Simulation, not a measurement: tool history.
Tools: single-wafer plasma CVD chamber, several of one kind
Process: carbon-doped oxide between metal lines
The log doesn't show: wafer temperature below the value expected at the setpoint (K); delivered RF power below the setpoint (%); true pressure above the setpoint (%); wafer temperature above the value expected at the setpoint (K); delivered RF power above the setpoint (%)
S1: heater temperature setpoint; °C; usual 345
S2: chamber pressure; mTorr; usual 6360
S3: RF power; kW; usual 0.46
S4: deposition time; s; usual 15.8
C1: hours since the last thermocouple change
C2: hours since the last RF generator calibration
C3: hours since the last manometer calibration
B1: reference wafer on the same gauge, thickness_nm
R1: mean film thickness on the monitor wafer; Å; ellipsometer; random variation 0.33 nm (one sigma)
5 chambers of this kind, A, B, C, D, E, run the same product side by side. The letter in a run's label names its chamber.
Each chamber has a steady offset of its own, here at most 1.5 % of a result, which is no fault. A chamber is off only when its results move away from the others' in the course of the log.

-- day=0.162 chamber C: RF generator calibrated
run 1D day=0.417 | S1=345 S2=6360 S3=0.46 S4=15.8 | C1=1475 C2=667.1 C3=761.7 | B1=69.432 | R1=813.78
run 2E day=0.717 | S1=345 S2=6360 S3=0.46 S4=15.8 | C1=1210.6 C2=122.5 C3=1417.8 | B1=69.486 | R1=798.62
run 3B day=1.088 | S1=345 S2=6360 S3=0.46 S4=15.8 | C1=224.8 C2=1047.1 C3=47.9 | B1=69.485 | R1=807.45
run 4A day=1.35 | S1=345 S2=6360 S3=0.46 S4=15.8 | C1=1062.8 C2=1064.5 C3=1593.2 | B1=69.52 | R1=815.38
run 5C day=1.583 | S1=345 S2=6360 S3=0.46 S4=15.8 | C1=1989.3 C2=34.1 C3=1792.7 | B1=69.474 | R1=812.92
run 6B day=1.862 | S1=345 S2=6360 S3=0.46 S4=15.8 | C1=243.4 C2=1065.7 C3=66.5 | B1=69.499 | R1=818.07
run 7E day=2.133 | S1=345 S2=6360 S3=0.46 S4=15.8 | C1=1244.6 C2=156.5 C3=1451.8 | B1=69.577 | R1=799.32
run 8D day=2.362 | S1=345 S2=6360 S3=0.46 S4=15.8 | C1=1521.7 C2=713.8 C3=808.4 | B1=69.54 | R1=818.19
run 9A day=2.683 | S1=345 S2=6360 S3=0.46 S4=15.8 | C1=1094.8 C2=1096.5 C3=1625.2 | B1=69.481 | R1=803.58
run 10C day=3.017 | S1=345 S2=6360 S3=0.46 S4=15.8 | C1=2023.7 C2=68.5 C3=1827.1 | B1=69.49 | R1=806.57
run 11D day=3.425 | S1=345 S2=6360 S3=0.46 S4=15.8 | C1=1547.2 C2=739.3 C3=833.9 | B1=69.565 | R1=812.17
run 12B day=3.821 | S1=345 S2=6360 S3=0.46 S4=15.8 | C1=290.4 C2=1112.7 C3=113.5 | B1=69.448 | R1=811.19
run 13A day=4.079 | S1=345 S2=6360 S3=0.46 S4=15.8 | C1=1128.3 C2=1130 C3=1658.7 | B1=69.566 | R1=805.46
run 14C day=4.408 | S1=345 S2=6360 S3=0.46 S4=15.8 | C1=2057.1 C2=101.9 C3=1860.5 | B1=69.542 | R1=802.62
run 15E day=4.717 | S1=345 S2=6360 S3=0.46 S4=15.8 | C1=1306.6 C2=218.5 C3=1513.8 | B1=69.488 | R1=802.93
run 16C day=5.004 | S1=345 S2=6360 S3=0.46 S4=15.8 | C1=2071.4 C2=116.2 C3=1874.8 | B1=69.582 | R1=812.05
run 17A day=5.258 | S1=338 S2=5110 S3=0.46 S4=15.8 | C1=1156.6 C2=1158.3 C3=1687 | B1=69.496 | R1=793.34
run 18E day=5.467 | S1=338 S2=5110 S3=0.46 S4=15.8 | C1=1324.6 C2=236.5 C3=1531.8 | B1=69.526 | R1=797.16
run 19D day=5.812 | S1=338 S2=5110 S3=0.46 S4=15.8 | C1=1604.5 C2=796.6 C3=891.2 | B1=69.543 | R1=810.08
run 20B day=6.188 | S1=338 S2=5110 S3=0.46 S4=15.8 | C1=347.2 C2=1169.5 C3=170.3 | B1=69.435 | R1=814.38
run 21A day=6.475 | S1=338 S2=5110 S3=0.46 S4=15.8 | C1=1185.8 C2=1187.5 C3=1716.2 | B1=69.526 | R1=786.42
run 22B day=6.796 | S1=345 S2=6360 S3=0.46 S4=15.8 | C1=361.8 C2=1184.1 C3=184.9 | B1=69.413 | R1=815.47
run 23D day=7.208 | S1=345 S2=6360 S3=0.46 S4=15.8 | C1=1638 C2=830.1 C3=924.7 | B1=69.501 | R1=820.77
run 24C day=7.646 | S1=345 S2=6360 S3=0.46 S4=15.8 | C1=2134.8 C2=179.6 C3=1938.2 | B1=69.448 | R1=809.36
run 25E day=7.933 | S1=345 S2=6360 S3=0.46 S4=15.8 | C1=1383.8 C2=295.7 C3=1591 | B1=69.473 | R1=799.29
run 26E day=8.271 | S1=345 S2=6360 S3=0.46 S4=15.8 | C1=1391.9 C2=303.8 C3=1599.1 | B1=69.402 | R1=803.43
run 27D day=8.538 | S1=345 S2=6360 S3=0.46 S4=15.8 | C1=1669.9 C2=862 C3=956.6 | B1=69.547 | R1=809.13
run 28C day=8.929 | S1=345 S2=6360 S3=0.54 S4=15.8 | C1=2165.6 C2=210.4 C3=1969 | B1=69.546 | R1=893.42
run 29B day=9.296 | S1=345 S2=6360 S3=0.54 S4=15.8 | C1=421.8 C2=1244.1 C3=244.9 | B1=69.47 | R1=903.42
-- day=9.504 chamber D: RF generator calibrated
run 30A day=9.738 | S1=345 S2=6360 S3=0.54 S4=15.8 | C1=1264.1 C2=1265.8 C3=1794.5 | B1=69.516 | R1=879.05
run 31D day=9.942 | S1=345 S2=6360 S3=0.54 S4=15.8 | C1=1703.6 C2=10.5 C3=990.3 | B1=69.564 | R1=905.46
run 32B day=10.188 | S1=345 S2=6360 S3=0.54 S4=15.8 | C1=443.2 C2=1265.5 C3=266.3 | B1=69.5 | R1=900.81

Is one chamber off against the others, does the gauge drift, or is nothing wrong? If a chamber is off, say which, and what the likeliest cause is.

Chamber A drifts away from the others.
Cause: delivered RF power below the setpoint (%) = 4.54.

Here are 4 candidates for chamber A's next run, each the usual settings with a change, their results left as question marks. Which one brings its results back in line with what the others give on the usual settings?
In line means no further than this from the other chambers' mean on the usual settings: R1 11 Å
run 33A-1 day=10.504 | S1=346 S2=6320 S3=0.445 S4=15.1 | R1=?
run 33A-2 day=10.504 | S1=345 S2=6340 S3=0.455 S4=15.5 | R1=?
run 33A-3 day=10.504 | S1=344 S2=6420 S3=0.46 S4=16.8 | R1=?
run 33A-4 day=10.504 | S1=334 S2=6360 S3=0.46 S4=15.8 | R1=?

The other chambers' mean on the usual settings: R1 809.49 Å
run=33A-1 R1=730.94
run=33A-2 R1=764.67
run=33A-3 R1=837.85
run=33A-4 R1=813.35
33A-4 brings the chamber back in line.
